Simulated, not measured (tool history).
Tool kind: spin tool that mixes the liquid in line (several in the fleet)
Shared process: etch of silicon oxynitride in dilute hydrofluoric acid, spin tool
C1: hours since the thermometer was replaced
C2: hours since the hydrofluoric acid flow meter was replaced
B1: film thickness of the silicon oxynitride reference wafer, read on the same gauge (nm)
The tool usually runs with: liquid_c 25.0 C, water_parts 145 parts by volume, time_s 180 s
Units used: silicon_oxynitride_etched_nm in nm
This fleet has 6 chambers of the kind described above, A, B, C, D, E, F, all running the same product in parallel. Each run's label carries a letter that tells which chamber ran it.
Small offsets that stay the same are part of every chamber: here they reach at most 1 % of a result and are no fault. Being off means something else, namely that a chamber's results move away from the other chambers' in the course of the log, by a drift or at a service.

run 1A day=0.671 | liquid_c=25.0 water_parts=145 time_s=180 | C1=1085.6 C2=220.4 | B1=110.00 | silicon_oxynitride_etched_nm=2.5332
-- day=0.812 chamber D: hydrofluoric acid flow meter replaced
run 2F day=1.004 | liquid_c=25.0 water_parts=145 time_s=180 | C1=885.2 C2=364.8 | B1=109.99 | silicon_oxynitride_etched_nm=2.5136
run 3E day=1.433 | liquid_c=25.0 water_parts=145 time_s=180 | C1=159.4 C2=1660.6 | B1=109.99 | silicon_oxynitride_etched_nm=2.5317
run 4C day=1.742 | liquid_c=25.0 water_parts=145 time_s=180 | C1=655.8 C2=123.0 | B1=109.99 | silicon_oxynitride_etched_nm=2.5617
run 5B day=2.104 | liquid_c=25.0 water_parts=145 time_s=180 | C1=1305.4 C2=399.0 | B1=110.00 | silicon_oxynitride_etched_nm=2.5767
run 6D day=2.758 | liquid_c=25.0 water_parts=145 time_s=180 | C1=538.3 C2=46.8 | B1=109.99 | silicon_oxynitride_etched_nm=2.5853
run 7B day=3.100 | liquid_c=25.0 water_parts=145 time_s=180 | C1=1329.3 C2=422.9 | B1=110.01 | silicon_oxynitride_etched_nm=2.5378
run 8D day=3.592 | liquid_c=25.0 water_parts=145 time_s=180 | C1=558.3 C2=66.8 | B1=110.01 | silicon_oxynitride_etched_nm=2.5680
run 9A day=4.188 | liquid_c=25.0 water_parts=145 time_s=180 | C1=1170.0 C2=304.8 | B1=110.00 | silicon_oxynitride_etched_nm=2.5337
run 10E day=4.579 | liquid_c=25.0 water_parts=145 time_s=180 | C1=234.9 C2=1736.1 | B1=109.99 | silicon_oxynitride_etched_nm=2.5153
run 11F day=5.179 | liquid_c=25.0 water_parts=105 time_s=180 | C1=985.4 C2=465.0 | B1=110.01 | silicon_oxynitride_etched_nm=3.5682
run 12C day=5.604 | liquid_c=25.0 water_parts=105 time_s=180 | C1=748.5 C2=215.7 | B1=110.00 | silicon_oxynitride_etched_nm=3.7239
run 13B day=6.008 | liquid_c=25.0 water_parts=105 time_s=180 | C1=1399.1 C2=492.7 | B1=110.01 | silicon_oxynitride_etched_nm=3.7628
run 14F day=6.308 | liquid_c=25.0 water_parts=105 time_s=180 | C1=1012.5 C2=492.1 | B1=110.00 | silicon_oxynitride_etched_nm=3.6454
run 15E day=6.975 | liquid_c=25.0 water_parts=105 time_s=180 | C1=292.4 C2=1793.6 | B1=109.99 | silicon_oxynitride_etched_nm=3.6346
run 16A day=7.392 | liquid_c=25.0 water_parts=105 time_s=180 | C1=1246.9 C2=381.7 | B1=110.00 | silicon_oxynitride_etched_nm=3.5611
run 17D day=7.888 | liquid_c=25.0 water_parts=145 time_s=180 | C1=661.4 C2=169.9 | B1=109.99 | silicon_oxynitride_etched_nm=2.5837
-- day=8.208 chamber A: hydrofluoric acid flow meter replaced
run 18C day=8.504 | liquid_c=25.0 water_parts=145 time_s=180 | C1=818.1 C2=285.3 | B1=110.00 | silicon_oxynitride_etched_nm=2.5197
run 19E day=9.017 | liquid_c=25.0 water_parts=145 time_s=180 | C1=341.4 C2=1842.6 | B1=110.01 | silicon_oxynitride_etched_nm=2.5161
run 20B day=9.517 | liquid_c=25.0 water_parts=145 time_s=240 | C1=1483.3 C2=576.9 | B1=110.00 | silicon_oxynitride_etched_nm=3.5669
run 21D day=10.058 | liquid_c=25.0 water_parts=145 time_s=240 | C1=713.5 C2=222.0 | B1=110.00 | silicon_oxynitride_etched_nm=3.4264
run 22C day=10.729 | liquid_c=25.0 water_parts=145 time_s=240 | C1=871.5 C2=338.7 | B1=110.00 | silicon_oxynitride_etched_nm=3.4515
run 23F day=11.121 | liquid_c=25.0 water_parts=145 time_s=240 | C1=1128.0 C2=607.6 | B1=110.00 | silicon_oxynitride_etched_nm=3.3834
run 24A day=11.429 | liquid_c=25.0 water_parts=145 time_s=240 | C1=1343.8 C2=77.4 | B1=110.01 | silicon_oxynitride_etched_nm=3.4414
run 25D day=12.046 | liquid_c=25.0 water_parts=145 time_s=240 | C1=761.2 C2=269.7 | B1=109.99 | silicon_oxynitride_etched_nm=3.4093
run 26B day=12.642 | liquid_c=25.0 water_parts=145 time_s=180 | C1=1558.3 C2=651.9 | B1=110.00 | silicon_oxynitride_etched_nm=2.7400
run 27A day=12.938 | liquid_c=25.0 water_parts=145 time_s=180 | C1=1380.0 C2=113.6 | B1=109.99 | silicon_oxynitride_etched_nm=2.5663
run 28F day=13.388 | liquid_c=25.0 water_parts=145 time_s=180 | C1=1182.4 C2=662.0 | B1=110.00 | silicon_oxynitride_etched_nm=2.5829
run 29E day=13.700 | liquid_c=25.0 water_parts=145 time_s=180 | C1=453.8 C2=1955.0 | B1=110.03 | silicon_oxynitride_etched_nm=2.5787
run 30C day=14.375 | liquid_c=25.0 water_parts=145 time_s=180 | C1=959.0 C2=426.2 | B1=110.00 | silicon_oxynitride_etched_nm=2.5874
run 31A day=14.762 | liquid_c=25.0 water_parts=145 time_s=180 | C1=1423.8 C2=157.4 | B1=110.00 | silicon_oxynitride_etched_nm=2.5254
run 32C day=15.375 | liquid_c=25.0 water_parts=145 time_s=180 | C1=983.0 C2=450.2 | B1=110.00 | silicon_oxynitride_etched_nm=2.6030
run 33E day=16.038 | liquid_c=25.0 water_parts=145 time_s=180 | C1=509.9 C2=2011.1 | B1=110.02 | silicon_oxynitride_etched_nm=2.5495
run 34D day=16.458 | liquid_c=21.5 water_parts=145 time_s=215 | C1=867.1 C2=375.6 | B1=110.01 | silicon_oxynitride_etched_nm=2.6091
run 35F day=17.025 | liquid_c=21.5 water_parts=145 time_s=215 | C1=1269.7 C2=749.3 | B1=110.00 | silicon_oxynitride_etched_nm=2.5677
run 36B day=17.467 | liquid_c=21.5 water_parts=145 time_s=215 | C1=1674.1 C2=767.7 | B1=110.00 | silicon_oxynitride_etched_nm=2.8369
run 37C day=17.833 | liquid_c=21.5 water_parts=145 time_s=215 | C1=1042.0 C2=509.2 | B1=110.01 | silicon_oxynitride_etched_nm=2.5584
-- day=18.038 chamber E: hydrofluoric acid flow meter replaced
run 38B day=18.508 | liquid_c=21.5 water_parts=145 time_s=215 | C1=1699.1 C2=792.7 | B1=109.99 | silicon_oxynitride_etched_nm=2.8451
run 39A day=18.867 | liquid_c=21.5 water_parts=145 time_s=215 | C1=1522.3 C2=255.9 | B1=109.99 | silicon_oxynitride_etched_nm=2.5499
run 40E day=19.546 | liquid_c=25.0 water_parts=145 time_s=180 | C1=594.1 C2=36.3 | B1=109.99 | silicon_oxynitride_etched_nm=2.5530
run 41F day=20.071 | liquid_c=30.0 water_parts=145 time_s=180 | C1=1342.8 C2=822.4 | B1=110.01 | silicon_oxynitride_etched_nm=3.1956

For the next run the whole fleet of 6 chambers uses the same settings. Give each chamber's results:
run 42A day=20.562 | liquid_c=25.0 water_parts=145 time_s=180 | silicon_oxynitride_etched_nm=?
run 42B day=20.562 | liquid_c=25.0 water_parts=145 time_s=180 | silicon_oxynitride_etched_nm=?
run 42C day=20.562 | liquid_c=25.0 water_parts=145 time_s=180 | silicon_oxynitride_etched_nm=?
run 42D day=20.562 | liquid_c=25.0 water_parts=145 time_s=180 | silicon_oxynitride_etched_nm=?
run 42E day=20.562 | liquid_c=25.0 water_parts=145 time_s=180 | silicon_oxynitride_etched_nm=?
run 42F day=20.562 | liquid_c=25.0 water_parts=145 time_s=180 | silicon_oxynitride_etched_nm=?

run=42A silicon_oxynitride_etched_nm=2.5335
run=42B silicon_oxynitride_etched_nm=2.8843
run=42C silicon_oxynitride_etched_nm=2.5533
run=42D silicon_oxynitride_etched_nm=2.5614
run=42E silicon_oxynitride_etched_nm=2.5537
run=42F silicon_oxynitride_etched_nm=2.5389

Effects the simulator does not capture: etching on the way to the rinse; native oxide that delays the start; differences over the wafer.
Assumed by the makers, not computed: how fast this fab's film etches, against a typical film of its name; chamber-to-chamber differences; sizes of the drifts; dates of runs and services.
